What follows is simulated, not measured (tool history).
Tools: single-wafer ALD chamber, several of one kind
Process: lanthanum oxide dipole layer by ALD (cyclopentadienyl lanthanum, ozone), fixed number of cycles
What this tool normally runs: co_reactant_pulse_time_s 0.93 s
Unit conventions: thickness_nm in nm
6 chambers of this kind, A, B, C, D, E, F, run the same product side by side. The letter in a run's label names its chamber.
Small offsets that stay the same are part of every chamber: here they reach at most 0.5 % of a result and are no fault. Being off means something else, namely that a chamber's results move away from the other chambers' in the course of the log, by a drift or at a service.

run,day,co_reactant_pulse_time_s,"read-back reference wafer on the same gauge, thickness_nm",thickness_nm
1B,0.433,0.93,0.48401,0.48845
2A,0.729,0.93,0.48389,0.48907
3C,1.058,0.93,0.48377,0.48666
4F,1.275,0.93,0.48379,0.48983
5D,1.592,0.93,0.48373,0.48613
6E,1.908,0.93,0.48376,0.48985
7D,2.204,0.93,0.48358,0.48625
8F,2.542,0.93,0.48339,0.49052
9E,2.762,0.93,0.48352,0.48906
10C,2.988,0.93,0.48344,0.48504
11A,3.267,0.93,0.48342,0.48703
12B,3.458,0.93,0.48332,0.48821
13A,3.712,0.93,0.48324,0.48721
14B,4.029,1.15,0.48334,0.51839
15F,4.288,1.15,0.4833,0.52126
16D,4.621,1.15,0.48302,0.51851
17C,5.004,1.15,0.48299,0.5175
18E,5.212,1.15,0.4831,0.5212
19F,5.488,1.15,0.48308,0.52286
# day 5.629: chamber F: thermocouple changed; heater temperature recalibrated
20C,5.725,0.93,0.48292,0.4857
21D,6.017,0.93,0.48296,0.48545
22E,6.379,0.93,0.48283,0.48829
23A,6.575,0.93,0.48285,0.48717
24B,6.821,0.93,0.48278,0.48656
25A,7.188,0.93,0.48268,0.48713
26F,7.454,1.1,0.48271,0.51571
27B,7.675,1.1,0.48255,0.51198
28E,7.954,1.1,0.48252,0.5151
# day 8.183: chamber C: ozone generator serviced
29C,8.375,1.1,0.4823,0.51074
30D,8.654,1.1,0.48236,0.51109
31B,8.975,1.1,0.48245,0.51219
32C,9.346,0.7,0.4823,0.43174
33D,9.675,0.7,0.48211,0.43251
34A,10.071,0.7,0.48222,0.43393
35E,10.283,0.7,0.48227,0.43553
36F,10.679,0.7,0.482,0.4353
37D,10.921,0.7,0.48205,0.43292
38F,11.308,0.68,0.482,0.43087
39C,11.704,0.68,0.48177,0.42611
40E,11.979,0.68,0.48175,0.42962

The same settings go to every chamber for the next run, one line per chamber below. Forecast the results for each:
41A,12.292,0.93,,?
41B,12.292,0.93,,?
41C,12.292,0.93,,?
41D,12.292,0.93,,?
41E,12.292,0.93,,?
41F,12.292,0.93,,?

run,thickness_nm
41A,0.48573
41B,0.48642
41C,0.4841
41D,0.48533
41E,0.48778
41F,0.48805
